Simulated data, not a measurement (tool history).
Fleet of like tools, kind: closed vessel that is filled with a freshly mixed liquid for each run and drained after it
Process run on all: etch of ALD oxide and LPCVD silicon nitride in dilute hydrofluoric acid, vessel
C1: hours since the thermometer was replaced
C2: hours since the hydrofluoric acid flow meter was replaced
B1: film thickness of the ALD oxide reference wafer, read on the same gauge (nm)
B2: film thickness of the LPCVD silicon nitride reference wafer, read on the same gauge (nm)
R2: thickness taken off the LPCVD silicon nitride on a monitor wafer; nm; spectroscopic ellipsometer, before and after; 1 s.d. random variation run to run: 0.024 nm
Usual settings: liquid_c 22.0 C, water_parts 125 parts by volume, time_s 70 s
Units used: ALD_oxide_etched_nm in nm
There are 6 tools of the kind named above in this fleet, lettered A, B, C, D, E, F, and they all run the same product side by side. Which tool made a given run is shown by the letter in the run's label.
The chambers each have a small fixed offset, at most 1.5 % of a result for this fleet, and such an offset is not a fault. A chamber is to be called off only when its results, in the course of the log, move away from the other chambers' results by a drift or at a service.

{"run": "1D", "day": 0.233, "liquid_c": 22.0, "water_parts": 125, "time_s": 70, "C1": 17.9, "C2": 144.2, "B1": 120.0, "B2": 150.0, "ALD_oxide_etched_nm": 4.8867, "R2": 0.2397}
{"run": "2C", "day": 0.533, "liquid_c": 22.0, "water_parts": 125, "time_s": 70, "C1": 766.3, "C2": 466.1, "B1": 120.01, "B2": 149.99, "ALD_oxide_etched_nm": 4.9273, "R2": 0.26836}
{"run": "3F", "day": 0.775, "liquid_c": 22.0, "water_parts": 125, "time_s": 70, "C1": 102.3, "C2": 1268.0, "B1": 120.03, "B2": 150.01, "ALD_oxide_etched_nm": 4.8881, "R2": 0.27948}
{"run": "4A", "day": 0.996, "liquid_c": 22.0, "water_parts": 125, "time_s": 70, "C1": 1335.3, "C2": 547.9, "B1": 120.01, "B2": 149.99, "ALD_oxide_etched_nm": 4.9273, "R2": 0.22496}
{"run": "5B", "day": 1.262, "liquid_c": 22.0, "water_parts": 125, "time_s": 70, "C1": 1468.0, "C2": 1453.0, "B1": 120.0, "B2": 150.0, "ALD_oxide_etched_nm": 4.8947, "R2": 0.28273}
{"run": "6E", "day": 1.612, "liquid_c": 22.0, "water_parts": 125, "time_s": 70, "C1": 105.0, "C2": 200.8, "B1": 120.0, "B2": 149.98, "ALD_oxide_etched_nm": 4.8925, "R2": 0.20117}
{"run": "7D", "day": 2.083, "liquid_c": 22.0, "water_parts": 125, "time_s": 70, "C1": 62.3, "C2": 188.6, "B1": 120.03, "B2": 150.0, "ALD_oxide_etched_nm": 4.8966, "R2": 0.26275}
{"run": "8F", "day": 2.433, "liquid_c": 22.0, "water_parts": 125, "time_s": 70, "C1": 142.1, "C2": 1307.8, "B1": 120.01, "B2": 150.0, "ALD_oxide_etched_nm": 4.8978, "R2": 0.23368}
{"run": "9C", "day": 2.746, "liquid_c": 22.0, "water_parts": 125, "time_s": 70, "C1": 819.4, "C2": 519.2, "B1": 120.0, "B2": 150.0, "ALD_oxide_etched_nm": 4.8582, "R2": 0.24632}
{"run": "10E", "day": 3.1, "liquid_c": 22.0, "water_parts": 125, "time_s": 70, "C1": 140.7, "C2": 236.5, "B1": 120.0, "B2": 149.99, "ALD_oxide_etched_nm": 4.9299, "R2": 0.27509}
{"run": "11A", "day": 3.471, "liquid_c": 20.5, "water_parts": 145, "time_s": 70, "C1": 1394.7, "C2": 607.3, "B1": 119.99, "B2": 150.02, "ALD_oxide_etched_nm": 3.8633, "R2": 0.2079}
{"run": "12B", "day": 3.892, "liquid_c": 20.5, "water_parts": 145, "time_s": 70, "C1": 1531.1, "C2": 1516.1, "B1": 119.99, "B2": 149.96, "ALD_oxide_etched_nm": 3.8256, "R2": 0.17337}
{"day": 4.204, "done": "chamber C: thermometer replaced"}
{"run": "13C", "day": 4.317, "liquid_c": 20.5, "water_parts": 145, "time_s": 70, "C1": 2.8, "C2": 556.9, "B1": 119.98, "B2": 150.02, "ALD_oxide_etched_nm": 3.9344, "R2": 0.21022}
{"run": "14F", "day": 4.583, "liquid_c": 20.5, "water_parts": 145, "time_s": 70, "C1": 193.7, "C2": 1359.4, "B1": 119.98, "B2": 150.01, "ALD_oxide_etched_nm": 3.8967, "R2": 0.20998}
{"run": "15B", "day": 4.833, "liquid_c": 20.5, "water_parts": 145, "time_s": 70, "C1": 1553.7, "C2": 1538.7, "B1": 120.0, "B2": 149.98, "ALD_oxide_etched_nm": 3.8931, "R2": 0.23154}
{"run": "16A", "day": 5.096, "liquid_c": 20.5, "water_parts": 145, "time_s": 70, "C1": 1433.7, "C2": 646.3, "B1": 119.97, "B2": 149.99, "ALD_oxide_etched_nm": 3.9449, "R2": 0.15543}
{"run": "17E", "day": 5.367, "liquid_c": 22.0, "water_parts": 125, "time_s": 70, "C1": 195.1, "C2": 290.9, "B1": 120.04, "B2": 150.02, "ALD_oxide_etched_nm": 4.9509, "R2": 0.30401}
{"run": "18D", "day": 5.725, "liquid_c": 22.0, "water_parts": 125, "time_s": 70, "C1": 149.7, "C2": 276.0, "B1": 120.03, "B2": 150.0, "ALD_oxide_etched_nm": 4.9308, "R2": 0.24791}
{"run": "19C", "day": 6.079, "liquid_c": 18.5, "water_parts": 150, "time_s": 70, "C1": 45.1, "C2": 599.2, "B1": 119.98, "B2": 149.99, "ALD_oxide_etched_nm": 3.429, "R2": 0.176}
{"run": "20E", "day": 6.496, "liquid_c": 18.5, "water_parts": 150, "time_s": 70, "C1": 222.2, "C2": 318.0, "B1": 119.99, "B2": 150.02, "ALD_oxide_etched_nm": 3.4476, "R2": 0.16398}
{"run": "21F", "day": 6.954, "liquid_c": 18.5, "water_parts": 150, "time_s": 70, "C1": 250.6, "C2": 1416.3, "B1": 120.01, "B2": 150.01, "ALD_oxide_etched_nm": 3.4843, "R2": 0.16107}
{"run": "22A", "day": 7.188, "liquid_c": 18.5, "water_parts": 150, "time_s": 70, "C1": 1483.9, "C2": 696.5, "B1": 119.99, "B2": 149.99, "ALD_oxide_etched_nm": 3.5015, "R2": 0.18908}
{"run": "23B", "day": 7.538, "liquid_c": 18.5, "water_parts": 150, "time_s": 70, "C1": 1618.6, "C2": 1603.6, "B1": 120.02, "B2": 150.01, "ALD_oxide_etched_nm": 3.415, "R2": 0.1671}
{"run": "24D", "day": 7.879, "liquid_c": 18.5, "water_parts": 150, "time_s": 70, "C1": 201.4, "C2": 327.7, "B1": 119.97, "B2": 150.0, "ALD_oxide_etched_nm": 3.4451, "R2": 0.2}
{"run": "25C", "day": 8.271, "liquid_c": 22.0, "water_parts": 125, "time_s": 70, "C1": 97.7, "C2": 651.8, "B1": 120.01, "B2": 149.99, "ALD_oxide_etched_nm": 4.9523, "R2": 0.27929}
{"run": "26B", "day": 8.671, "liquid_c": 22.0, "water_parts": 125, "time_s": 70, "C1": 1645.8, "C2": 1630.8, "B1": 119.98, "B2": 150.03, "ALD_oxide_etched_nm": 4.7992, "R2": 0.25468}
{"run": "27D", "day": 9.004, "liquid_c": 22.0, "water_parts": 125, "time_s": 70, "C1": 228.4, "C2": 354.7, "B1": 119.98, "B2": 150.0, "ALD_oxide_etched_nm": 4.9424, "R2": 0.25381}
{"run": "28F", "day": 9.267, "liquid_c": 22.0, "water_parts": 125, "time_s": 70, "C1": 306.1, "C2": 1471.8, "B1": 120.0, "B2": 149.99, "ALD_oxide_etched_nm": 4.9391, "R2": 0.27042}
{"run": "29A", "day": 9.533, "liquid_c": 22.0, "water_parts": 125, "time_s": 70, "C1": 1540.2, "C2": 752.8, "B1": 119.99, "B2": 150.0, "ALD_oxide_etched_nm": 4.9597, "R2": 0.2562}
{"day": 9.608, "done": "chamber C: hydrofluoric acid flow meter replaced"}
{"run": "30E", "day": 9.912, "liquid_c": 22.0, "water_parts": 125, "time_s": 70, "C1": 304.2, "C2": 400.0, "B1": 119.99, "B2": 150.0, "ALD_oxide_etched_nm": 4.9115, "R2": 0.23723}
{"run": "31C", "day": 10.288, "liquid_c": 22.0, "water_parts": 125, "time_s": 70, "C1": 146.1, "C2": 16.4, "B1": 119.99, "B2": 150.01, "ALD_oxide_etched_nm": 4.9352, "R2": 0.24278}
{"run": "32F", "day": 10.55, "liquid_c": 22.0, "water_parts": 125, "time_s": 70, "C1": 336.9, "C2": 1502.6, "B1": 120.0, "B2": 150.02, "ALD_oxide_etched_nm": 5.0141, "R2": 0.21249}
{"run": "33A", "day": 10.925, "liquid_c": 22.0, "water_parts": 125, "time_s": 70, "C1": 1573.6, "C2": 786.2, "B1": 119.97, "B2": 150.01, "ALD_oxide_etched_nm": 4.9615, "R2": 0.29091}
{"run": "34B", "day": 11.388, "liquid_c": 18.0, "water_parts": 125, "time_s": 95, "C1": 1711.0, "C2": 1696.0, "B1": 120.0, "B2": 150.03, "ALD_oxide_etched_nm": 5.649, "R2": 0.30172}
{"day": 11.475, "done": "chamber B: thermometer replaced"}
{"run": "35D", "day": 11.721, "liquid_c": 18.0, "water_parts": 125, "time_s": 95, "C1": 293.6, "C2": 419.9, "B1": 120.0, "B2": 150.0, "ALD_oxide_etched_nm": 5.6486, "R2": 0.25833}
{"run": "36E", "day": 12.092, "liquid_c": 18.0, "water_parts": 125, "time_s": 95, "C1": 356.5, "C2": 452.3, "B1": 119.98, "B2": 149.97, "ALD_oxide_etched_nm": 5.7231, "R2": 0.23662}
{"run": "37F", "day": 12.525, "liquid_c": 18.0, "water_parts": 125, "time_s": 95, "C1": 384.3, "C2": 1550.0, "B1": 120.02, "B2": 150.01, "ALD_oxide_etched_nm": 5.7249, "R2": 0.28679}
{"run": "38B", "day": 12.933, "liquid_c": 18.0, "water_parts": 125, "time_s": 95, "C1": 35.1, "C2": 1733.1, "B1": 120.01, "B2": 150.02, "ALD_oxide_etched_nm": 5.7218, "R2": 0.29358}

Next, every chamber runs the same settings. What will each give?
{"run": "39A", "day": 13.275, "liquid_c": 22.0, "water_parts": 125, "time_s": 70, "ALD_oxide_etched_nm": "?", "R2": "?"}
{"run": "39B", "day": 13.275, "liquid_c": 22.0, "water_parts": 125, "time_s": 70, "ALD_oxide_etched_nm": "?", "R2": "?"}
{"run": "39C", "day": 13.275, "liquid_c": 22.0, "water_parts": 125, "time_s": 70, "ALD_oxide_etched_nm": "?", "R2": "?"}
{"run": "39D", "day": 13.275, "liquid_c": 22.0, "water_parts": 125, "time_s": 70, "ALD_oxide_etched_nm": "?", "R2": "?"}
{"run": "39E", "day": 13.275, "liquid_c": 22.0, "water_parts": 125, "time_s": 70, "ALD_oxide_etched_nm": "?", "R2": "?"}
{"run": "39F", "day": 13.275, "liquid_c": 22.0, "water_parts": 125, "time_s": 70, "ALD_oxide_etched_nm": "?", "R2": "?"}

run=39A ALD_oxide_etched_nm=4.9502 R2=0.25478
run=39B ALD_oxide_etched_nm=4.8495 R2=0.28659
run=39C ALD_oxide_etched_nm=4.9268 R2=0.27981
run=39D ALD_oxide_etched_nm=4.9342 R2=0.24394
run=39E ALD_oxide_etched_nm=4.9118 R2=0.29008
run=39F ALD_oxide_etched_nm=4.9471 R2=0.26108
